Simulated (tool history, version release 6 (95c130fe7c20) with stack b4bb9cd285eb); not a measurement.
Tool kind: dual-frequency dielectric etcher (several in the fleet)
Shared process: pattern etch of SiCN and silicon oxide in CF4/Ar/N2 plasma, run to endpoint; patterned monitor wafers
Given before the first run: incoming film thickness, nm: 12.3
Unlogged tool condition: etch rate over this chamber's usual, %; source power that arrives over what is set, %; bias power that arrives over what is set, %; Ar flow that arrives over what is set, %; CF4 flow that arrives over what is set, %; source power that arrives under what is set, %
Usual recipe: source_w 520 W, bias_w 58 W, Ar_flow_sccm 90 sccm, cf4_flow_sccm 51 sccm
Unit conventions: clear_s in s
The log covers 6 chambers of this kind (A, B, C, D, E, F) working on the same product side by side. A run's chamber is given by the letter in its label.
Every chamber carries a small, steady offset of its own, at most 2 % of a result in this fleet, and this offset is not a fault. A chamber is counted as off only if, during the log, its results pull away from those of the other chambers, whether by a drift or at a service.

run	hour	source_w	bias_w	Ar_flow_sccm	cf4_flow_sccm	hours since the last wet clean	hours since the last source power generator calibration	hours since the last bias power generator calibration	hours since the last Ar flow controller change	hours since the last CF4 flow controller change	clear_s
1B	7.7	520	58	90	51	107	1224	395.7	1498.2	2813.1	14.038
2E	20.6	520	58	90	51	293.5	683.4	208.4	1650.4	752.7	14.222
3C	32.1	520	58	90	51	70	1453.4	153.1	591.6	4309.7	13.886
4F	44	520	58	90	51	351.8	3337.3	281.3	387.3	647.6	14.056
5A	53.7	520	58	90	51	120.1	1674.7	1982.7	1268.5	1664.7	13.996
6D	60.7	520	58	90	51	276.4	3712.6	432.9	1028.4	1609.1	13.953
# hour 71.5: chamber F: wet clean of the chamber
7C	71.7	520	58	90	51	109.6	1493	192.7	631.2	4349.3	13.997
8B	82.7	520	58	90	51	182	1299	470.7	1573.2	2888.1	13.782
9F	90	520	58	90	51	18.5	3383.3	327.3	433.3	693.6	14.17
10A	97.6	520	58	90	51	164	1718.6	2026.6	1312.4	1708.6	13.989
11E	109.8	520	58	90	51	382.7	772.6	297.6	1739.6	841.9	14.123
12D	122.2	640	58	74	51	337.9	3774.1	494.4	1089.9	1670.6	11.232
13A	129.1	640	58	74	51	195.5	1750.1	2058.1	1343.9	1740.1	11.209
14E	138.4	640	58	74	51	411.3	801.2	326.2	1768.2	870.5	11.505
15C	144.7	640	58	74	51	182.6	1566	265.7	704.2	4422.3	11.181
16B	151.9	640	58	74	51	251.2	1368.2	539.9	1642.4	2957.3	11.264
17D	164.7	640	58	74	51	380.4	3816.6	536.9	1132.4	1713.1	11.173
18F	174.1	400	49	90	51	102.6	3467.4	411.4	517.4	777.7	18.45
19A	186.8	400	49	90	51	253.2	1807.8	2115.8	1401.6	1797.8	18.294
20E	195.3	400	49	90	51	468.2	858.1	383.1	1825.1	927.4	19.108
21B	207.1	400	49	90	51	306.4	1423.4	595.1	1697.6	3012.5	18.47
22D	216.4	400	49	90	51	432.1	3868.3	588.6	1184.1	1764.8	18.542
23F	223	400	49	90	51	151.5	3516.3	460.3	566.3	826.6	18.548
24C	231.5	520	58	90	51	269.4	1652.8	352.5	791	4509.1	14.035
# hour 232.3: chamber E: wet clean of the chamber
25C	240	520	58	90	51	277.9	1661.3	361	799.5	4517.6	14.123
26B	247.2	520	58	90	51	346.5	1463.5	635.2	1737.7	3052.6	13.96
27F	259.5	520	58	90	51	188	3552.8	496.8	602.8	863.1	13.997
28D	270.3	520	58	90	51	486	3922.2	642.5	1238	1818.7	13.995
29E	279.3	520	58	90	51	47	942.1	467.1	1909.1	1011.4	14.289
30A	289.4	520	58	90	51	355.8	1910.4	2218.4	1504.2	1900.4	13.931
31F	295.5	520	58	90	51	224	3588.8	532.8	638.8	899.1	14.002
32B	307.9	520	58	90	51	407.2	1524.2	695.9	1798.4	3113.3	13.786
33E	315	520	58	90	51	82.7	977.8	502.8	1944.8	1047.1	14.124
34A	325.9	520	58	90	51	392.3	1946.9	2254.9	1540.7	1936.9	14.062
35D	337	520	58	90	51	552.7	3988.9	709.2	1304.7	1885.4	13.991
36C	346.2	520	58	90	47	384.1	1767.5	467.2	905.7	4623.8	14.07
37A	357.2	520	58	90	47	423.6	1978.2	2286.2	1572	1968.2	14.296
# hour 362.5: chamber C: wet clean of the chamber
38E	364.1	520	58	90	47	131.8	1026.9	551.9	1993.9	1096.2	14.411
39F	377.2	520	58	90	47	305.7	3670.5	614.5	720.5	980.8	14.169
40B	386.1	520	58	90	47	485.4	1602.4	774.1	1876.6	3191.5	14.123
# hour 390.3: chamber D: source power generator calibrated
41D	397.7	520	58	90	47	613.4	7.5	769.9	1365.4	1946.1	14.113
# hour 407.2: chamber A: wet clean of the chamber
42C	408.8	520	58	90	51	46.3	1830.1	529.8	968.3	4686.4	14.09
43C	417.1	520	58	90	51	54.6	1838.4	538.1	976.6	4694.7	13.985
44A	424.1	520	58	90	51	16.9	2045.1	2353.1	1638.9	2035.1	14.116

Which is it: a chamber that has drifted or been left off by a service, a gauge drift common to all chambers, or only each chamber's usual small offset? If a chamber is off, name it and its likeliest cause.

Beyond each chamber's small constant offset nothing stands out, and the gauge stays steady.
